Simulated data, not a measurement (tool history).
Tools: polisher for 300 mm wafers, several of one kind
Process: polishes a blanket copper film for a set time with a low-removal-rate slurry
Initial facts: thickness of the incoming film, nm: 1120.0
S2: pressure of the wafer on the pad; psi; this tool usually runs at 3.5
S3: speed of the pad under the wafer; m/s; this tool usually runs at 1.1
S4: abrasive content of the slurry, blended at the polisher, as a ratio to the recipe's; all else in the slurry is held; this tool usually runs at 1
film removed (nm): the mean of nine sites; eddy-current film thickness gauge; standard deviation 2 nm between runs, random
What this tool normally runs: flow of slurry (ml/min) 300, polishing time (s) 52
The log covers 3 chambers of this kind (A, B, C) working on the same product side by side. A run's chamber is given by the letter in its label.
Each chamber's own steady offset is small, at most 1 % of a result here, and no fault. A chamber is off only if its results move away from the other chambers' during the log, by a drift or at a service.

{"run": "1B", "day": 0.162, "flow of slurry (ml/min)": 300, "S2": 3.5, "S3": 1.1, "S4": 1, "polishing time (s)": 52, "film removed (nm)": 170.27}
{"run": "2C", "day": 0.338, "flow of slurry (ml/min)": 300, "S2": 3.5, "S3": 1.1, "S4": 1, "polishing time (s)": 52, "film removed (nm)": 171.17}
{"day": 0.433, "done": "chamber A: slurry blender recalibrated"}
{"run": "3A", "day": 0.533, "flow of slurry (ml/min)": 300, "S2": 3.5, "S3": 1.1, "S4": 1, "polishing time (s)": 52, "film removed (nm)": 174.01}
{"run": "4A", "day": 0.762, "flow of slurry (ml/min)": 300, "S2": 3.5, "S3": 1.1, "S4": 1, "polishing time (s)": 52, "film removed (nm)": 170.25}
{"run": "5B", "day": 0.921, "flow of slurry (ml/min)": 300, "S2": 3.5, "S3": 1.1, "S4": 1, "polishing time (s)": 52, "film removed (nm)": 170.2}
{"run": "6C", "day": 1.171, "flow of slurry (ml/min)": 300, "S2": 3.5, "S3": 1.1, "S4": 1, "polishing time (s)": 52, "film removed (nm)": 174.17}
{"run": "7A", "day": 1.417, "flow of slurry (ml/min)": 300, "S2": 3.5, "S3": 1.1, "S4": 1, "polishing time (s)": 52, "film removed (nm)": 170.02}
{"run": "8B", "day": 1.608, "flow of slurry (ml/min)": 300, "S2": 3.5, "S3": 1.1, "S4": 1, "polishing time (s)": 52, "film removed (nm)": 168.96}
{"run": "9C", "day": 1.767, "flow of slurry (ml/min)": 300, "S2": 3.5, "S3": 1.1, "S4": 1, "polishing time (s)": 52, "film removed (nm)": 172.36}
{"day": 1.788, "done": "chamber A: worn pad replaced by a new one"}
{"run": "10A", "day": 1.971, "flow of slurry (ml/min)": 300, "S2": 3.5, "S3": 1.1, "S4": 1, "polishing time (s)": 52, "film removed (nm)": 169.54}
{"run": "11B", "day": 2.221, "flow of slurry (ml/min)": 300, "S2": 3.5, "S3": 1.1, "S4": 1, "polishing time (s)": 52, "film removed (nm)": 170.27}
{"day": 2.279, "done": "chamber B: head pressure recalibrated"}
{"run": "12C", "day": 2.479, "flow of slurry (ml/min)": 300, "S2": 3.5, "S3": 1.1, "S4": 1, "polishing time (s)": 52, "film removed (nm)": 169.0}
{"run": "13A", "day": 2.633, "flow of slurry (ml/min)": 300, "S2": 3.5, "S3": 1.1, "S4": 1, "polishing time (s)": 52, "film removed (nm)": 172.33}
{"day": 2.738, "done": "chamber B: worn pad replaced by a new one"}
{"run": "14B", "day": 2.9, "flow of slurry (ml/min)": 300, "S2": 3.5, "S3": 1.1, "S4": 1, "polishing time (s)": 52, "film removed (nm)": 172.76}
{"day": 2.912, "done": "chamber C: worn pad replaced by a new one"}
{"run": "15C", "day": 3.246, "flow of slurry (ml/min)": 300, "S2": 3.5, "S3": 1.1, "S4": 1, "polishing time (s)": 52, "film removed (nm)": 169.11}
{"run": "16C", "day": 3.533, "flow of slurry (ml/min)": 300, "S2": 3.5, "S3": 1.1, "S4": 1, "polishing time (s)": 52, "film removed (nm)": 170.24}
{"run": "17B", "day": 3.829, "flow of slurry (ml/min)": 300, "S2": 3.5, "S3": 1.1, "S4": 1, "polishing time (s)": 52, "film removed (nm)": 166.35}
{"day": 3.892, "done": "chamber C: slurry blender recalibrated"}
{"run": "18A", "day": 4.075, "flow of slurry (ml/min)": 300, "S2": 3.5, "S3": 1.1, "S4": 1, "polishing time (s)": 52, "film removed (nm)": 176.24}
{"run": "19A", "day": 4.396, "flow of slurry (ml/min)": 300, "S2": 3.5, "S3": 1.1, "S4": 1, "polishing time (s)": 52, "film removed (nm)": 178.92}
{"day": 4.471, "done": "chamber A: worn pad replaced by a new one"}
{"run": "20C", "day": 4.6, "flow of slurry (ml/min)": 300, "S2": 3.5, "S3": 1.1, "S4": 1, "polishing time (s)": 52, "film removed (nm)": 173.46}
{"run": "21B", "day": 4.821, "flow of slurry (ml/min)": 300, "S2": 3.5, "S3": 1.1, "S4": 1, "polishing time (s)": 52, "film removed (nm)": 167.19}
{"run": "22A", "day": 5.133, "flow of slurry (ml/min)": 300, "S2": 3.5, "S3": 1.1, "S4": 1, "polishing time (s)": 52, "film removed (nm)": 181.01}
{"run": "23C", "day": 5.325, "flow of slurry (ml/min)": 300, "S2": 3.5, "S3": 1.1, "S4": 1, "polishing time (s)": 52, "film removed (nm)": 174.35}
{"run": "24B", "day": 5.479, "flow of slurry (ml/min)": 300, "S2": 3.5, "S3": 1.1, "S4": 1, "polishing time (s)": 52, "film removed (nm)": 171.29}
{"run": "25B", "day": 5.742, "flow of slurry (ml/min)": 300, "S2": 3.5, "S3": 1.1, "S4": 1, "polishing time (s)": 52, "film removed (nm)": 169.54}
{"run": "26A", "day": 6.079, "flow of slurry (ml/min)": 300, "S2": 3.5, "S3": 1.1, "S4": 1, "polishing time (s)": 52, "film removed (nm)": 182.25}
{"run": "27C", "day": 6.304, "flow of slurry (ml/min)": 300, "S2": 3.5, "S3": 1.1, "S4": 1, "polishing time (s)": 52, "film removed (nm)": 169.0}
{"run": "28C", "day": 6.646, "flow of slurry (ml/min)": 300, "S2": 3.5, "S3": 1.1, "S4": 1, "polishing time (s)": 52, "film removed (nm)": 170.24}
{"day": 6.754, "done": "chamber B: slurry blender recalibrated"}
{"day": 6.867, "done": "chamber A: worn pad replaced by a new one"}
{"run": "29A", "day": 6.958, "flow of slurry (ml/min)": 300, "S2": 3.5, "S3": 1.1, "S4": 1, "polishing time (s)": 62, "film removed (nm)": 220.16}
{"run": "30B", "day": 7.229, "flow of slurry (ml/min)": 300, "S2": 3.5, "S3": 1.1, "S4": 1, "polishing time (s)": 62, "film removed (nm)": 204.98}
{"run": "31B", "day": 7.508, "flow of slurry (ml/min)": 300, "S2": 3.5, "S3": 1.1, "S4": 1, "polishing time (s)": 62, "film removed (nm)": 202.44}

Each of the 3 chambers runs these same settings next. Fill in every chamber's results:
{"run": "32A", "day": 7.758, "flow of slurry (ml/min)": 300, "S2": 3.5, "S3": 1.1, "S4": 1, "polishing time (s)": 52, "film removed (nm)": "?"}
{"run": "32B", "day": 7.758, "flow of slurry (ml/min)": 300, "S2": 3.5, "S3": 1.1, "S4": 1, "polishing time (s)": 52, "film removed (nm)": "?"}
{"run": "32C", "day": 7.758, "flow of slurry (ml/min)": 300, "S2": 3.5, "S3": 1.1, "S4": 1, "polishing time (s)": 52, "film removed (nm)": "?"}

run=32A film_removed_(nm)=191.49
run=32B film_removed_(nm)=173.22
run=32C film_removed_(nm)=170.31
